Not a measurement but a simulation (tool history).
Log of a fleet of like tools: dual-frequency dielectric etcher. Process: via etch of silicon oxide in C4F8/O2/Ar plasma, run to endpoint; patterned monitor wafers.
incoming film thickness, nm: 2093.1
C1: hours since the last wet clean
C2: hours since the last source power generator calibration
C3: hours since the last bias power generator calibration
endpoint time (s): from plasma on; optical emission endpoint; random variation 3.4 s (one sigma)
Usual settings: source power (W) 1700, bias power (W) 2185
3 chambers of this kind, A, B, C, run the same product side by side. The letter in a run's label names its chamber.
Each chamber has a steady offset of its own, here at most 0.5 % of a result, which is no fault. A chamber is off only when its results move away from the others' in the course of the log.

run 1B hour=10.1 | source_power_(W)=1700 bias_power_(W)=2185 | C1=66.6 C2=2985.3 C3=3609.0 | endpoint_time_(s)=428.82
-- hour=11.6 chamber C: wet clean of the chamber
run 2C hour=17.3 | source_power_(W)=1700 bias_power_(W)=2185 | C1=5.7 C2=870.1 C3=2414.0 | endpoint_time_(s)=428.63
run 3A hour=27.7 | source_power_(W)=1700 bias_power_(W)=2185 | C1=401.0 C2=333.4 C3=245.3 | endpoint_time_(s)=425.59
run 4C hour=39.9 | source_power_(W)=1700 bias_power_(W)=2185 | C1=28.3 C2=892.7 C3=2436.6 | endpoint_time_(s)=429.14
run 5B hour=47.0 | source_power_(W)=1700 bias_power_(W)=2185 | C1=103.5 C2=3022.2 C3=3645.9 | endpoint_time_(s)=431.52
-- hour=52.1 chamber A: wet clean of the chamber
run 6A hour=53.1 | source_power_(W)=1380 bias_power_(W)=2601 | C1=1.0 C2=358.8 C3=270.7 | endpoint_time_(s)=435.40
run 7B hour=65.3 | source_power_(W)=1380 bias_power_(W)=2601 | C1=121.8 C2=3040.5 C3=3664.2 | endpoint_time_(s)=445.62
run 8A hour=78.6 | source_power_(W)=1380 bias_power_(W)=2601 | C1=26.5 C2=384.3 C3=296.2 | endpoint_time_(s)=438.95
run 9C hour=85.9 | source_power_(W)=1700 bias_power_(W)=2185 | C1=74.3 C2=938.7 C3=2482.6 | endpoint_time_(s)=436.03
run 10C hour=94.2 | source_power_(W)=1700 bias_power_(W)=2185 | C1=82.6 C2=947.0 C3=2490.9 | endpoint_time_(s)=428.86
run 11B hour=105.1 | source_power_(W)=1700 bias_power_(W)=2185 | C1=161.6 C2=3080.3 C3=3704.0 | endpoint_time_(s)=435.79
run 12A hour=117.6 | source_power_(W)=1450 bias_power_(W)=1714 | C1=65.5 C2=423.3 C3=335.2 | endpoint_time_(s)=488.65
run 13A hour=123.6 | source_power_(W)=1450 bias_power_(W)=1714 | C1=71.5 C2=429.3 C3=341.2 | endpoint_time_(s)=485.99
run 14C hour=130.3 | source_power_(W)=1450 bias_power_(W)=1714 | C1=118.7 C2=983.1 C3=2527.0 | endpoint_time_(s)=490.99
run 15B hour=138.9 | source_power_(W)=1700 bias_power_(W)=2185 | C1=195.4 C2=3114.1 C3=3737.8 | endpoint_time_(s)=425.37
run 16C hour=146.9 | source_power_(W)=1700 bias_power_(W)=2185 | C1=135.3 C2=999.7 C3=2543.6 | endpoint_time_(s)=430.30
run 17B hour=153.7 | source_power_(W)=1700 bias_power_(W)=2185 | C1=210.2 C2=3128.9 C3=3752.6 | endpoint_time_(s)=429.92
run 18A hour=163.0 | source_power_(W)=1700 bias_power_(W)=2185 | C1=110.9 C2=468.7 C3=380.6 | endpoint_time_(s)=425.91
run 19A hour=170.0 | source_power_(W)=2090 bias_power_(W)=2561 | C1=117.9 C2=475.7 C3=387.6 | endpoint_time_(s)=374.79
run 20B hour=183.0 | source_power_(W)=2090 bias_power_(W)=2561 | C1=239.5 C2=3158.2 C3=3781.9 | endpoint_time_(s)=381.45
run 21C hour=193.1 | source_power_(W)=2090 bias_power_(W)=2561 | C1=181.5 C2=1045.9 C3=2589.8 | endpoint_time_(s)=386.11
run 22B hour=199.6 | source_power_(W)=1700 bias_power_(W)=2185 | C1=256.1 C2=3174.8 C3=3798.5 | endpoint_time_(s)=428.05
run 23A hour=207.0 | source_power_(W)=1700 bias_power_(W)=2185 | C1=154.9 C2=512.7 C3=424.6 | endpoint_time_(s)=427.33
run 24C hour=213.7 | source_power_(W)=1700 bias_power_(W)=2185 | C1=202.1 C2=1066.5 C3=2610.4 | endpoint_time_(s)=430.51
run 25B hour=224.4 | source_power_(W)=1700 bias_power_(W)=2185 | C1=280.9 C2=3199.6 C3=3823.3 | endpoint_time_(s)=435.35
run 26C hour=236.3 | source_power_(W)=1700 bias_power_(W)=2185 | C1=224.7 C2=1089.1 C3=2633.0 | endpoint_time_(s)=427.40
run 27A hour=245.4 | source_power_(W)=1700 bias_power_(W)=2185 | C1=193.3 C2=551.1 C3=463.0 | endpoint_time_(s)=428.08
run 28A hour=255.9 | source_power_(W)=1560 bias_power_(W)=1904 | C1=203.8 C2=561.6 C3=473.5 | endpoint_time_(s)=460.24
run 29B hour=264.2 | source_power_(W)=1560 bias_power_(W)=1904 | C1=320.7 C2=3239.4 C3=3863.1 | endpoint_time_(s)=463.40
run 30C hour=273.0 | source_power_(W)=1560 bias_power_(W)=1904 | C1=261.4 C2=1125.8 C3=2669.7 | endpoint_time_(s)=469.29
run 31C hour=282.8 | source_power_(W)=1700 bias_power_(W)=2185 | C1=271.2 C2=1135.6 C3=2679.5 | endpoint_time_(s)=424.31
run 32B hour=293.2 | source_power_(W)=1700 bias_power_(W)=2185 | C1=349.7 C2=3268.4 C3=3892.1 | endpoint_time_(s)=429.52
run 33A hour=302.2 | source_power_(W)=1700 bias_power_(W)=2185 | C1=250.1 C2=607.9 C3=519.8 | endpoint_time_(s)=433.75
run 34B hour=313.6 | source_power_(W)=1700 bias_power_(W)=2185 | C1=370.1 C2=3288.8 C3=3912.5 | endpoint_time_(s)=427.66
run 35A hour=319.9 | source_power_(W)=1700 bias_power_(W)=2185 | C1=267.8 C2=625.6 C3=537.5 | endpoint_time_(s)=431.65
run 36C hour=331.1 | source_power_(W)=1700 bias_power_(W)=2185 | C1=319.5 C2=1183.9 C3=2727.8 | endpoint_time_(s)=429.68
run 37A hour=343.2 | source_power_(W)=1700 bias_power_(W)=2185 | C1=291.1 C2=648.9 C3=560.8 | endpoint_time_(s)=430.29
run 38C hour=351.4 | source_power_(W)=1700 bias_power_(W)=2185 | C1=339.8 C2=1204.2 C3=2748.1 | endpoint_time_(s)=431.76
run 39B hour=363.4 | source_power_(W)=1860 bias_power_(W)=2185 | C1=419.9 C2=3338.6 C3=3962.3 | endpoint_time_(s)=412.70

All 3 chambers run these settings next. Forecast each chamber's results:
run 40A hour=373.0 | source_power_(W)=1700 bias_power_(W)=1854 | endpoint_time_(s)=?
run 40B hour=373.0 | source_power_(W)=1700 bias_power_(W)=1854 | endpoint_time_(s)=?
run 40C hour=373.0 | source_power_(W)=1700 bias_power_(W)=1854 | endpoint_time_(s)=?

run=40A endpoint_time_(s)=453.07
run=40B endpoint_time_(s)=452.11
run=40C endpoint_time_(s)=448.27
